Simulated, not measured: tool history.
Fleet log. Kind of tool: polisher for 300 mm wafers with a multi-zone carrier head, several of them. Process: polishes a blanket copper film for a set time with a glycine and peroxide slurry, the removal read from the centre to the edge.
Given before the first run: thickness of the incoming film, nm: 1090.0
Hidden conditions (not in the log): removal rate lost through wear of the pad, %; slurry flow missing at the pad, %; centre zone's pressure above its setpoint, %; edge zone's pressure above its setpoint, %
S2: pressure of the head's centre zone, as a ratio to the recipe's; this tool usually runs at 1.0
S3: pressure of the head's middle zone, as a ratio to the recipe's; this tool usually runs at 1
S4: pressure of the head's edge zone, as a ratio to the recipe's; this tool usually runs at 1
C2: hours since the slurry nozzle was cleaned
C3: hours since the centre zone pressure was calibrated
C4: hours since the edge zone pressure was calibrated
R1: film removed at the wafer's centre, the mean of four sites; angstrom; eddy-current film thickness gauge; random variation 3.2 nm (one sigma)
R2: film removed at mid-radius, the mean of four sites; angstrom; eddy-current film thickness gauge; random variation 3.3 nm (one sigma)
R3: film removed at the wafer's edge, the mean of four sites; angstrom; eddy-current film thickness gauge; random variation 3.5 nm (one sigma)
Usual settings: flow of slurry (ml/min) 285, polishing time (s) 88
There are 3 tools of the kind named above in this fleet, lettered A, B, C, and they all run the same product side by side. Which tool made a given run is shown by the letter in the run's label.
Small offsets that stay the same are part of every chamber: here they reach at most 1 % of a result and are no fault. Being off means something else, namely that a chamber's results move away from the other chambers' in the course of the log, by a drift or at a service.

At day 0.204: chamber C: worn pad replaced by a new one.
Run 1B, day 0.546: usual settings; wafers polished on this pad 458; C2 155.1; C3 134.7; C4 309.3. Result: R1 3888.1 angstrom, R2 3916.5 angstrom, R3 3930.9 angstrom.
At day 0.742: chamber A: worn pad replaced by a new one.
Run 2C, day 1.117: usual settings; wafers polished on this pad 129; C2 35.8; C3 373.5; C4 756.1. Result: R1 3922.6 angstrom, R2 3876.2 angstrom, R3 4035.7 angstrom.
Run 3A, day 1.688: usual settings; wafers polished on this pad 134; C2 55.3; C3 1034.1; C4 82.5. Result: R1 3948.7 angstrom, R2 3960.9 angstrom, R3 3941.1 angstrom.
Run 4A, day 2.242: usual settings; wafers polished on this pad 213; C2 68.6; C3 1047.4; C4 95.8. Result: R1 3898.8 angstrom, R2 3942.5 angstrom, R3 3972.0 angstrom.
Run 5C, day 2.862: usual settings but flow of slurry (ml/min) 250, polishing time (s) 58; wafers polished on this pad 377; C2 77.7; C3 415.4; C4 798.0. Result: R1 2562.4 angstrom, R2 2553.7 angstrom, R3 2586.8 angstrom.
Run 6B, day 3.375: usual settings but flow of slurry (ml/min) 250, polishing time (s) 58; wafers polished on this pad 860; C2 223.0; C3 202.6; C4 377.2. Result: R1 2533.9 angstrom, R2 2531.3 angstrom, R3 2590.6 angstrom.
Run 7A, day 3.975: usual settings but flow of slurry (ml/min) 250, polishing time (s) 58; wafers polished on this pad 459; C2 110.2; C3 1089.0; C4 137.4. Result: R1 2578.1 angstrom, R2 2562.6 angstrom, R3 2544.6 angstrom.
Run 8B, day 4.608: usual settings; wafers polished on this pad 1035; C2 252.6; C3 232.2; C4 406.8. Result: R1 3888.0 angstrom, R2 3931.2 angstrom, R3 3946.6 angstrom.
At day 4.888: chamber B: worn pad replaced by a new one.
Run 9C, day 5.296: usual settings; wafers polished on this pad 722; C2 136.1; C3 473.8; C4 856.4. Result: R1 3887.2 angstrom, R2 3871.8 angstrom, R3 3949.6 angstrom.
Run 10B, day 5.829: usual settings; wafers polished on this pad 133; C2 281.9; C3 261.5; C4 436.1. Result: R1 3857.3 angstrom, R2 3906.6 angstrom, R3 3877.6 angstrom.
At day 6.046: chamber C: worn pad replaced by a new one.
At day 6.146: chamber B: slurry nozzle cleaned.
At day 6.250: chamber A: worn pad replaced by a new one.
Run 11C, day 6.279: usual settings; wafers polished on this pad 33; C2 159.7; C3 497.4; C4 880.0. Result: R1 3923.1 angstrom, R2 3865.8 angstrom, R3 4027.1 angstrom.
Run 12A, day 6.679: usual settings; wafers polished on this pad 61; C2 175.1; C3 1153.9; C4 202.3. Result: R1 4095.5 angstrom, R2 3912.3 angstrom, R3 3914.9 angstrom.
Run 13C, day 7.175: usual settings; wafers polished on this pad 160; C2 181.2; C3 518.9; C4 901.5. Result: R1 3911.5 angstrom, R2 3905.5 angstrom, R3 3912.4 angstrom.
Run 14A, day 7.838: usual settings; wafers polished on this pad 225; C2 202.9; C3 1181.7; C4 230.1. Result: R1 4071.2 angstrom, R2 3980.4 angstrom, R3 3959.6 angstrom.
Run 15B, day 8.288: usual settings; wafers polished on this pad 482; C2 51.5; C3 320.5; C4 495.1. Result: R1 3938.8 angstrom, R2 3916.4 angstrom, R3 3954.1 angstrom.
At day 8.346: chamber C: edge zone pressure recalibrated.
Run 16A, day 8.900: usual settings; wafers polished on this pad 376; C2 228.4; C3 1207.2; C4 255.6. Result: R1 4123.7 angstrom, R2 3964.3 angstrom, R3 3868.1 angstrom.
Run 17C, day 9.258: usual settings but polishing time (s) 113; wafers polished on this pad 456; C2 231.2; C3 568.9; C4 21.9. Result: R1 5039.7 angstrom, R2 5053.6 angstrom, R3 5194.0 angstrom.
Run 18B, day 9.658: usual settings but polishing time (s) 113; wafers polished on this pad 677; C2 84.4; C3 353.4; C4 528.0. Result: R1 5038.4 angstrom, R2 4915.3 angstrom, R3 5191.2 angstrom.
Run 19A, day 10.279: usual settings but polishing time (s) 113; wafers polished on this pad 571; C2 261.5; C3 1240.3; C4 288.7. Result: R1 5399.2 angstrom, R2 5099.0 angstrom, R3 5025.5 angstrom.
Run 20B, day 10.646: usual settings; wafers polished on this pad 817; C2 108.1; C3 377.1; C4 551.7. Result: R1 3921.8 angstrom, R2 3890.3 angstrom, R3 3990.9 angstrom.

The same settings go to every chamber for the next run, one line per chamber below. Forecast the results for each:
Run 21A, day 11.142: usual settings but S2 0.9. Result: R1 ?, R2 ?, R3 ?.
Run 21B, day 11.142: usual settings but S2 0.9. Result: R1 ?, R2 ?, R3 ?.
Run 21C, day 11.142: usual settings but S2 0.9. Result: R1 ?, R2 ?, R3 ?.

run      R1      R2      R3
21A  3816.5  3944.9  3916.1
21B  3481.5  3921.4  3950.8
21C  3480.7  3893.0  3927.0
